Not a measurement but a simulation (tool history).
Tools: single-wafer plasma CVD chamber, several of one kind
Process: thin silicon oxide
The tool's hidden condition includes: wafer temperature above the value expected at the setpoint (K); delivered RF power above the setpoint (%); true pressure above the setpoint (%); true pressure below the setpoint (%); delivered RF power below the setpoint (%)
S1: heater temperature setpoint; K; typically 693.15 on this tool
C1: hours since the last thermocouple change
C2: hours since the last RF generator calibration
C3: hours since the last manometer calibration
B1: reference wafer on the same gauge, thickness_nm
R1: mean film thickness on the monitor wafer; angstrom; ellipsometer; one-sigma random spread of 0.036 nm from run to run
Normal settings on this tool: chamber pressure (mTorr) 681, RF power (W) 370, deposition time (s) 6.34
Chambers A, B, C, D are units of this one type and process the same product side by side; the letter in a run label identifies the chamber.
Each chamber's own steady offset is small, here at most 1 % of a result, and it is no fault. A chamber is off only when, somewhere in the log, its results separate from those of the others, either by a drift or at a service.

Run 1A, hour 15.3: usual settings; C1 487.8; C2 548.9; C3 1150.6; B1 9.9941. Result: R1 104.870 angstrom.
Run 2D, hour 28.6: usual settings; C1 2325.9; C2 866.0; C3 1256.1; B1 9.9943. Result: R1 105.160 angstrom.
Run 3C, hour 35.9: usual settings; C1 1461.2; C2 396.9; C3 1120.7; B1 9.9962. Result: R1 106.230 angstrom.
Run 4B, hour 45.3: usual settings; C1 564.9; C2 799.7; C3 854.8; B1 10.0070. Result: R1 105.310 angstrom.
Run 5B, hour 53.0: usual settings; C1 572.6; C2 807.4; C3 862.5; B1 9.9962. Result: R1 105.790 angstrom.
Run 6A, hour 66.9: usual settings; C1 539.4; C2 600.5; C3 1202.2; B1 9.9968. Result: R1 106.180 angstrom.
Run 7C, hour 75.1: usual settings; C1 1500.4; C2 436.1; C3 1159.9; B1 10.0030. Result: R1 106.200 angstrom.
At hour 76.1: chamber B: RF generator calibrated.
Run 8D, hour 89.2: usual settings but RF power (W) 320; C1 2386.5; C2 926.6; C3 1316.7; B1 9.9979. Result: R1 100.550 angstrom.
Run 9D, hour 104.4: usual settings but RF power (W) 320; C1 2401.7; C2 941.8; C3 1331.9; B1 9.9916. Result: R1 100.700 angstrom.
Run 10C, hour 119.8: usual settings but RF power (W) 320; C1 1545.1; C2 480.8; C3 1204.6; B1 9.9995. Result: R1 100.690 angstrom.
Run 11B, hour 133.9: usual settings but RF power (W) 320; C1 653.5; C2 57.8; C3 943.4; B1 9.9875. Result: R1 99.605 angstrom.
Run 12A, hour 141.0: usual settings; C1 613.5; C2 674.6; C3 1276.3; B1 9.9966. Result: R1 105.770 angstrom.
Run 13C, hour 156.9: usual settings but S1 702.15 K; C1 1582.2; C2 517.9; C3 1241.7; B1 10.0080. Result: R1 105.460 angstrom.
Run 14A, hour 171.0: usual settings but S1 702.15 K; C1 643.5; C2 704.6; C3 1306.3; B1 10.0050. Result: R1 104.990 angstrom.
Run 15D, hour 185.9: usual settings but S1 702.15 K; C1 2483.2; C2 1023.3; C3 1413.4; B1 10.0040. Result: R1 105.000 angstrom.
Run 16B, hour 195.0: usual settings but S1 702.15 K; C1 714.6; C2 118.9; C3 1004.5; B1 10.0120. Result: R1 104.830 angstrom.
Run 17D, hour 208.2: usual settings; C1 2505.5; C2 1045.6; C3 1435.7; B1 10.0060. Result: R1 105.570 angstrom.
At hour 218.2: chamber D: capacitance manometer re-zeroed and calibrated.
At hour 224.2: chamber A: RF generator calibrated.
Run 18C, hour 224.2: usual settings; C1 1649.5; C2 585.2; C3 1309.0; B1 9.9997. Result: R1 105.770 angstrom.
Run 19A, hour 235.3: usual settings; C1 707.8; C2 11.2; C3 1370.6; B1 9.9981. Result: R1 105.500 angstrom.
Run 20B, hour 243.8: usual settings; C1 763.4; C2 167.7; C3 1053.3; B1 9.9972. Result: R1 105.040 angstrom.
Run 21C, hour 258.8: usual settings; C1 1684.1; C2 619.8; C3 1343.6; B1 9.9890. Result: R1 106.680 angstrom.
Run 22D, hour 265.8: usual settings; C1 2563.1; C2 1103.2; C3 47.7; B1 9.9960. Result: R1 104.970 angstrom.
Run 23A, hour 277.6: usual settings; C1 750.1; C2 53.5; C3 1412.9; B1 10.0020. Result: R1 105.670 angstrom.
Run 24B, hour 287.8: usual settings; C1 807.4; C2 211.7; C3 1097.3; B1 9.9964. Result: R1 105.400 angstrom.
Run 25D, hour 297.7: usual settings; C1 2595.0; C2 1135.1; C3 79.6; B1 10.0020. Result: R1 104.830 angstrom.
Run 26A, hour 305.5: usual settings; C1 778.0; C2 81.4; C3 1440.8; B1 10.0050. Result: R1 105.790 angstrom.
Run 27C, hour 315.0: usual settings; C1 1740.3; C2 676.0; C3 1399.8; B1 10.0030. Result: R1 105.790 angstrom.
Run 28B, hour 324.8: usual settings but RF power (W) 425; C1 844.4; C2 248.7; C3 1134.3; B1 10.0060. Result: R1 110.970 angstrom.
At hour 338.3: chamber C: RF generator calibrated.
Run 29C, hour 340.3: usual settings but RF power (W) 425; C1 1765.6; C2 2.1; C3 1425.1; B1 9.9890. Result: R1 111.700 angstrom.
Run 30A, hour 349.3: usual settings but RF power (W) 425; C1 821.8; C2 125.2; C3 1484.6; B1 9.9952. Result: R1 110.810 angstrom.
Run 31D, hour 364.4: usual settings but RF power (W) 425; C1 2661.7; C2 1201.8; C3 146.3; B1 10.0020. Result: R1 109.350 angstrom.
Run 32B, hour 374.7: usual settings; C1 894.3; C2 298.6; C3 1184.2; B1 10.0020. Result: R1 105.370 angstrom.
Run 33B, hour 382.6: usual settings; C1 902.2; C2 306.5; C3 1192.1; B1 10.0010. Result: R1 105.090 angstrom.
Run 34A, hour 390.0: usual settings but RF power (W) 440; C1 862.5; C2 165.9; C3 1525.3; B1 10.0030. Result: R1 112.400 angstrom.
Run 35C, hour 399.9: usual settings but RF power (W) 440; C1 1825.2; C2 61.7; C3 1484.7; B1 9.9950. Result: R1 112.450 angstrom.
Run 36D, hour 409.6: usual settings but RF power (W) 440; C1 2706.9; C2 1247.0; C3 191.5; B1 9.9926. Result: R1 111.470 angstrom.
Run 37C, hour 417.7: usual settings but RF power (W) 440; C1 1843.0; C2 79.5; C3 1502.5; B1 9.9999. Result: R1 113.410 angstrom.
Run 38B, hour 426.7: usual settings; C1 946.3; C2 350.6; C3 1236.2; B1 10.0090. Result: R1 105.230 angstrom.
Run 39A, hour 437.9: usual settings; C1 910.4; C2 213.8; C3 1573.2; B1 9.9992. Result: R1 105.960 angstrom.
Run 40D, hour 450.4: usual settings; C1 2747.7; C2 1287.8; C3 232.3; B1 10.0010. Result: R1 104.320 angstrom.
Run 41A, hour 460.4: usual settings but chamber pressure (mTorr) 627; C1 932.9; C2 236.3; C3 1595.7; B1 9.9896. Result: R1 96.551 angstrom.
Run 42D, hour 474.5: usual settings but chamber pressure (mTorr) 627; C1 2771.8; C2 1311.9; C3 256.4; B1 10.0020. Result: R1 94.847 angstrom.

Which is it: a chamber that has drifted or been left off by a service, a gauge drift common to all chambers, or only each chamber's usual small offset? If a chamber is off, name it and its likeliest cause.

One chamber, D, drifts off from the rest bit by bit.
What lies behind it: delivered RF power below the setpoint (%) = 5.1.

Which of the 4 candidates below, each the usual settings with something changed and its results left as question marks, puts chamber D back in line with what the other chambers give on the usual settings?
In-line tolerance around the mean of the other chambers on the usual settings: R1 1.300 angstrom
Run 43D-1, hour 486.1: usual settings but chamber pressure (mTorr) 692. Result: R1 ?.
Run 43D-2, hour 486.1: usual settings but deposition time (s) 6.59. Result: R1 ?.
Run 43D-3, hour 486.1: usual settings but deposition time (s) 6.24. Result: R1 ?.
Run 43D-4, hour 486.1: usual settings but chamber pressure (mTorr) 657, RF power (W) 365. Result: R1 ?.

Mean of the other chambers on the usual settings: R1 105.770 angstrom
  run       R1
43D-1  105.560
43D-2  107.890
43D-3  102.170
43D-4   99.276
43D-1 brings the chamber back in line.

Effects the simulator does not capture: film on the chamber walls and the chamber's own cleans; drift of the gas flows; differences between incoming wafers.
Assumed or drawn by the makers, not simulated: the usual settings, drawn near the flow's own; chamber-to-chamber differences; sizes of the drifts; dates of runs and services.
